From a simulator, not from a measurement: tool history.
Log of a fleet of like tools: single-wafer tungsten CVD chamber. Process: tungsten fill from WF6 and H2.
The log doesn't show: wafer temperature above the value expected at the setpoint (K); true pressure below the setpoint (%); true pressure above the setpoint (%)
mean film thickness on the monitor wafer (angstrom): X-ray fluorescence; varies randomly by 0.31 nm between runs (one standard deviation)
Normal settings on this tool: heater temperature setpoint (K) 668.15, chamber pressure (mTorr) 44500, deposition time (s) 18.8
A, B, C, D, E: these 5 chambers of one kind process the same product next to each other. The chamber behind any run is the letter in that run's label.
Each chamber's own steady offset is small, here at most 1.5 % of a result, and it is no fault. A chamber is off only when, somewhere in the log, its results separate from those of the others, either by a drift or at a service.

run	hour	heater temperature setpoint (K)	chamber pressure (mTorr)	deposition time (s)	hours since the last thermocouple change	hours since the last manometer calibration	read-back reference wafer on the same gauge, thickness_nm	mean film thickness on the monitor wafer (angstrom)
1B	4.3	668.15	44500	18.8	753.5	1059.1	60.976	591.76
2A	9.4	668.15	44500	18.8	183.6	672	60.977	595.8
3C	14.1	668.15	44500	18.8	686.6	659.1	60.989	595.78
4D	19.7	668.15	44500	18.8	1666.2	783.3	60.988	596.75
5E	27.4	668.15	44500	18.8	1085.3	2047.1	61.038	602.6
6A	32.4	668.15	44500	18.8	206.6	695	61.025	593.22
7D	40.3	668.15	44500	18.8	1686.8	803.9	60.866	595.46
8B	47.1	668.15	44500	18.8	796.3	1101.9	60.968	591.76
9C	55.3	668.15	44500	18.8	727.8	700.3	61.05	597.96
10E	60.7	668.15	44500	18.8	1118.6	2080.4	61.042	605.6
11A	65.8	668.15	44500	18.8	240	728.4	60.968	590.95
12E	71.4	668.15	44500	18.8	1129.3	2091.1	60.967	596.17
13B	76.3	668.15	44500	18.8	825.5	1131.1	61.054	593.25
14D	80.2	668.15	44500	18.8	1726.7	843.8	61.01	599.46
15C	83.8	668.15	44500	18.8	756.3	728.8	60.993	594.04
16B	89.9	668.15	40300	18.8	839.1	1144.7	61.071	571.23
# hour 91: chamber D: thermocouple changed; heater temperature recalibrated
# hour 92.5: chamber B: thermocouple changed; heater temperature recalibrated
17A	94.4	668.15	40300	18.8	268.6	757	60.977	560.96
18D	102.3	668.15	40300	18.8	11.4	865.9	60.958	589.33
19C	108	668.15	40300	18.8	780.5	753	61.033	573.71
20E	116.3	668.15	40300	18.8	1174.2	2136	61.032	580.59
21A	121.2	668.15	44500	18.8	295.4	783.8	61.02	589.46
22C	125.2	668.15	44500	18.8	797.7	770.2	61.06	599.01
23B	131.6	668.15	36500	16.3	39.1	1186.4	61.014	461.84
24D	139.3	668.15	36500	16.3	48.4	902.9	61.041	491.92
# hour 139.8: chamber B: capacitance manometer re-zeroed and calibrated
25E	147.3	668.15	36500	16.3	1205.2	2167	60.885	473.44
26A	154.7	668.15	36500	16.3	328.9	817.3	60.974	464.15
27B	159.5	668.15	36500	16.3	67	19.7	60.992	467.73
28D	165.8	668.15	44500	18.8	74.9	929.4	61.029	627.01
29E	171.5	661.15	44500	18.8	1229.4	2191.2	60.98	526.48
30C	176.5	661.15	44500	18.8	849	821.5	60.945	524.55

For the next run the whole fleet of 5 chambers uses the same settings. Give each chamber's results:
31A	182.5	668.15	44500	18.8				?
31B	182.5	668.15	44500	18.8				?
31C	182.5	668.15	44500	18.8				?
31D	182.5	668.15	44500	18.8				?
31E	182.5	668.15	44500	18.8				?

run	mean film thickness on the monitor wafer (angstrom)
31A	592.94
31B	592.29
31C	590.76
31D	622.33
31E	596.33

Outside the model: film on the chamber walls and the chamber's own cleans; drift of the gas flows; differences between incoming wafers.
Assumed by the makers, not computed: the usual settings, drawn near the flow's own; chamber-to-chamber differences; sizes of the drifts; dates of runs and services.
